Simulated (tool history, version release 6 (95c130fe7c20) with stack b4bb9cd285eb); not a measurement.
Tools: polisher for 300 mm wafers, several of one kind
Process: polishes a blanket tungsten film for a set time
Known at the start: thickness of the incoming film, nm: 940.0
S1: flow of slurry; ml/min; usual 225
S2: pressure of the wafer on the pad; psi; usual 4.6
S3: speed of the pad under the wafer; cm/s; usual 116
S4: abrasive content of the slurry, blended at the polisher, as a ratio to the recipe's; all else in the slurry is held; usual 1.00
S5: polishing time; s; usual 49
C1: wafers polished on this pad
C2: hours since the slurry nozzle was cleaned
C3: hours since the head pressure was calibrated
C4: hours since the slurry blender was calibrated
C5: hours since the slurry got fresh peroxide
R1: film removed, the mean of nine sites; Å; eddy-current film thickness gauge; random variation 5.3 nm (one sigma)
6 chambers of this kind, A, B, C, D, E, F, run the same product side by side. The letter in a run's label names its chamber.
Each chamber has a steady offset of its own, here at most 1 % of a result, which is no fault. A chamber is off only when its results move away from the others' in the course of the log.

Run 1A, hour 7.1: usual settings; C1 255; C2 582.8; C3 133.3; C4 262.2; C5 107.7. Result: R1 3705.1 Å.
At hour 10.7: chamber E: slurry tank refilled with fresh slurry and peroxide.
At hour 13.3: chamber B: worn pad replaced by a new one.
Run 2D, hour 14.4: usual settings; C1 445; C2 285.6; C3 783.4; C4 120.4; C5 96.4. Result: R1 3550.5 Å.
At hour 18.2: chamber E: worn pad replaced by a new one.
Run 3F, hour 19.7: usual settings; C1 1334; C2 268.1; C3 462.5; C4 69.9; C5 54.8. Result: R1 3692.1 Å.
At hour 21.8: chamber D: slurry tank refilled with fresh slurry and peroxide.
Run 4C, hour 26.3: usual settings; C1 958; C2 135.2; C3 410.2; C4 146.3; C5 50.8. Result: R1 3703.9 Å.
Run 5E, hour 30.4: usual settings; C1 141; C2 60.3; C3 782.5; C4 33.0; C5 19.7. Result: R1 3656.3 Å.
At hour 31.1: chamber D: worn pad replaced by a new one.
At hour 31.6: chamber C: slurry blender recalibrated.
Run 6B, hour 34.2: usual settings; C1 242; C2 400.2; C3 481.8; C4 236.1; C5 124.4. Result: R1 3722.2 Å.
At hour 34.9: chamber A: slurry tank refilled with fresh slurry and peroxide.
At hour 36.5: chamber F: worn pad replaced by a new one.
Run 7B, hour 41.9: usual settings but S3 142 cm/s; C1 331; C2 407.9; C3 489.5; C4 243.8; C5 132.1. Result: R1 4466.2 Å.
At hour 43.2: chamber A: slurry blender recalibrated.
At hour 43.9: chamber C: worn pad replaced by a new one.
Run 8E, hour 46.6: usual settings but S3 142 cm/s; C1 329; C2 76.5; C3 798.7; C4 49.2; C5 35.9. Result: R1 4433.0 Å.
Run 9D, hour 54.2: usual settings but S3 142 cm/s; C1 268; C2 325.4; C3 823.2; C4 160.2; C5 32.5. Result: R1 4426.9 Å.
At hour 55.0: chamber A: slurry nozzle cleaned.
Run 10F, hour 60.6: usual settings but S3 142 cm/s; C1 280; C2 309.0; C3 503.4; C4 110.8; C5 95.7. Result: R1 4431.2 Å.
At hour 64.0: chamber A: worn pad replaced by a new one.
Run 11A, hour 65.6: usual settings but S3 142 cm/s; C1 19; C2 10.6; C3 191.8; C4 22.4; C5 30.7. Result: R1 4427.7 Å.
At hour 70.0: chamber F: head pressure recalibrated.
Run 12C, hour 73.0: usual settings but S3 142 cm/s; C1 337; C2 181.9; C3 456.9; C4 41.4; C5 97.5. Result: R1 4531.8 Å.
At hour 79.0: chamber B: worn pad replaced by a new one.
Run 13B, hour 80.1: usual settings; C1 13; C2 446.1; C3 527.7; C4 282.0; C5 170.3. Result: R1 3661.1 Å.
At hour 81.5: chamber D: worn pad replaced by a new one.
Run 14D, hour 87.5: usual settings; C1 70; C2 358.7; C3 856.5; C4 193.5; C5 65.8. Result: R1 3673.6 Å.
At hour 91.7: chamber E: worn pad replaced by a new one.
Run 15A, hour 93.9: usual settings; C1 347; C2 38.9; C3 220.1; C4 50.7; C5 59.0. Result: R1 3556.2 Å.
Run 16C, hour 101.8: usual settings; C1 671; C2 210.7; C3 485.7; C4 70.2; C5 126.3. Result: R1 3558.2 Å.
Run 17F, hour 106.0: usual settings; C1 806; C2 354.4; C3 36.1; C4 156.2; C5 141.1. Result: R1 3608.3 Å.
Run 18E, hour 113.2: usual settings; C1 250; C2 143.1; C3 865.3; C4 115.8; C5 102.5. Result: R1 3679.6 Å.
At hour 113.9: chamber F: slurry tank refilled with fresh slurry and peroxide.
Run 19C, hour 117.1: usual settings but S2 6.2 psi, S5 36 s; C1 849; C2 226.0; C3 501.0; C4 85.5; C5 141.6. Result: R1 3595.0 Å.
At hour 120.6: chamber F: slurry blender recalibrated.
At hour 120.8: chamber C: slurry tank refilled with fresh slurry and peroxide.
Run 20F, hour 121.6: usual settings but S2 6.2 psi, S5 36 s; C1 987; C2 370.0; C3 51.7; C4 1.1; C5 7.8. Result: R1 3619.1 Å.
Run 21A, hour 130.3: usual settings but S2 6.2 psi, S5 36 s; C1 769; C2 75.3; C3 256.5; C4 87.1; C5 95.4. Result: R1 3620.6 Å.
At hour 131.3: chamber A: worn pad replaced by a new one.
At hour 134.1: chamber D: worn pad replaced by a new one.
Run 22E, hour 134.9: usual settings but S2 6.2 psi, S5 36 s; C1 501; C2 164.8; C3 887.0; C4 137.5; C5 124.2. Result: R1 3614.9 Å.
At hour 138.5: chamber D: slurry tank refilled with fresh slurry and peroxide.
Run 23D, hour 143.0: usual settings but S2 6.2 psi, S5 36 s; C1 103; C2 414.2; C3 912.0; C4 249.0; C5 4.6. Result: R1 3583.2 Å.
At hour 143.4: chamber B: worn pad replaced by a new one.
At hour 143.9: chamber C: worn pad replaced by a new one.
Run 24B, hour 149.0: usual settings but S2 6.2 psi, S5 36 s; C1 65; C2 515.0; C3 596.6; C4 350.9; C5 239.2. Result: R1 3398.8 Å.
Run 25F, hour 157.1: usual settings; C1 1399; C2 405.5; C3 87.2; C4 36.6; C5 43.3. Result: R1 3681.5 Å.
At hour 157.6: chamber D: head pressure recalibrated.
At hour 160.3: chamber D: slurry nozzle cleaned.
Run 26A, hour 163.4: usual settings; C1 373; C2 108.4; C3 289.6; C4 120.2; C5 128.5. Result: R1 3583.0 Å.
At hour 164.9: chamber E: worn pad replaced by a new one.
At hour 169.6: chamber F: worn pad replaced by a new one.
Run 27E, hour 171.4: usual settings; C1 76; C2 201.3; C3 923.5; C4 174.0; C5 160.7. Result: R1 3629.9 Å.
Run 28B, hour 178.1: usual settings; C1 403; C2 544.1; C3 625.7; C4 380.0; C5 268.3. Result: R1 3417.4 Å.
At hour 179.2: chamber C: slurry nozzle cleaned.
At hour 180.6: chamber C: slurry blender recalibrated.
At hour 184.5: chamber A: slurry tank refilled with fresh slurry and peroxide.
Run 29D, hour 185.6: usual settings; C1 597; C2 25.4; C3 28.0; C4 291.6; C5 47.2. Result: R1 3766.8 Å.
Run 30C, hour 193.6: usual settings; C1 576; C2 14.5; C3 577.5; C4 13.1; C5 72.9. Result: R1 3701.7 Å.
At hour 194.8: chamber D: worn pad replaced by a new one.
Run 31F, hour 198.7: usual settings; C1 338; C2 447.1; C3 128.8; C4 78.2; C5 84.9. Result: R1 3681.4 Å.
Run 32A, hour 204.1: usual settings; C1 844; C2 149.1; C3 330.3; C4 160.9; C5 19.6. Result: R1 3591.5 Å.
At hour 205.8: chamber E: slurry tank refilled with fresh slurry and peroxide.
Run 33D, hour 208.3: usual settings; C1 156; C2 48.1; C3 50.7; C4 314.3; C5 69.9. Result: R1 3637.9 Å.
At hour 209.7: chamber B: worn pad replaced by a new one.
At hour 210.5: chamber A: worn pad replaced by a new one.
Run 34C, hour 215.7: usual settings; C1 832; C2 36.6; C3 599.6; C4 35.2; C5 95.0. Result: R1 3747.5 Å.
Run 35B, hour 222.7: usual settings but S1 295 ml/min; C1 150; C2 588.7; C3 670.3; C4 424.6; C5 312.9. Result: R1 3342.7 Å.
At hour 226.6: chamber E: head pressure recalibrated.
Run 36E, hour 229.0: usual settings but S1 295 ml/min; C1 743; C2 258.9; C3 2.4; C4 231.6; C5 23.3. Result: R1 3778.9 Å.
At hour 234.1: chamber E: worn pad replaced by a new one.
Run 37A, hour 234.1: usual settings but S1 295 ml/min; C1 273; C2 179.1; C3 360.3; C4 190.9; C5 49.6. Result: R1 3810.1 Å.
Run 38C, hour 242.3: usual settings but S1 295 ml/min; C1 1141; C2 63.2; C3 626.2; C4 61.8; C5 121.6. Result: R1 3703.6 Å.
Run 39E, hour 246.4: usual settings but S1 295 ml/min; C1 143; C2 276.3; C3 19.8; C4 249.0; C5 40.7. Result: R1 3767.6 Å.
At hour 247.1: chamber D: worn pad replaced by a new one.
Run 40D, hour 250.8: usual settings but S1 295 ml/min; C1 43; C2 90.6; C3 93.2; C4 356.8; C5 112.4. Result: R1 3733.2 Å.
At hour 253.1: chamber B: slurry blender recalibrated.
Run 41F, hour 259.5: usual settings but S4 0.75; C1 1043; C2 507.9; C3 189.6; C4 139.0; C5 145.7. Result: R1 3543.3 Å.
At hour 260.2: chamber B: slurry nozzle cleaned.
At hour 265.4: chamber F: slurry nozzle cleaned.
Run 42B, hour 268.4: usual settings but S4 0.75; C1 680; C2 8.3; C3 716.0; C4 15.3; C5 358.6. Result: R1 2838.4 Å.
Run 43A, hour 273.1: usual settings but S4 0.75; C1 725; C2 218.1; C3 399.3; C4 229.9; C5 88.6. Result: R1 3317.4 Å.
Run 44F, hour 277.5: usual settings but S4 0.75; C1 1251; C2 12.2; C3 207.6; C4 157.0; C5 163.7. Result: R1 3443.9 Å.

Next, every chamber runs the same settings. What will each give?
Run 45A, hour 283.9: usual settings. Result: R1 ?.
Run 45B, hour 283.9: usual settings. Result: R1 ?.
Run 45C, hour 283.9: usual settings. Result: R1 ?.
Run 45D, hour 283.9: usual settings. Result: R1 ?.
Run 45E, hour 283.9: usual settings. Result: R1 ?.
Run 45F, hour 283.9: usual settings. Result: R1 ?.

run      R1
45A  3543.4
45B  2985.4
45C  3658.7
45D  3681.4
45E  3550.0
45F  3634.4
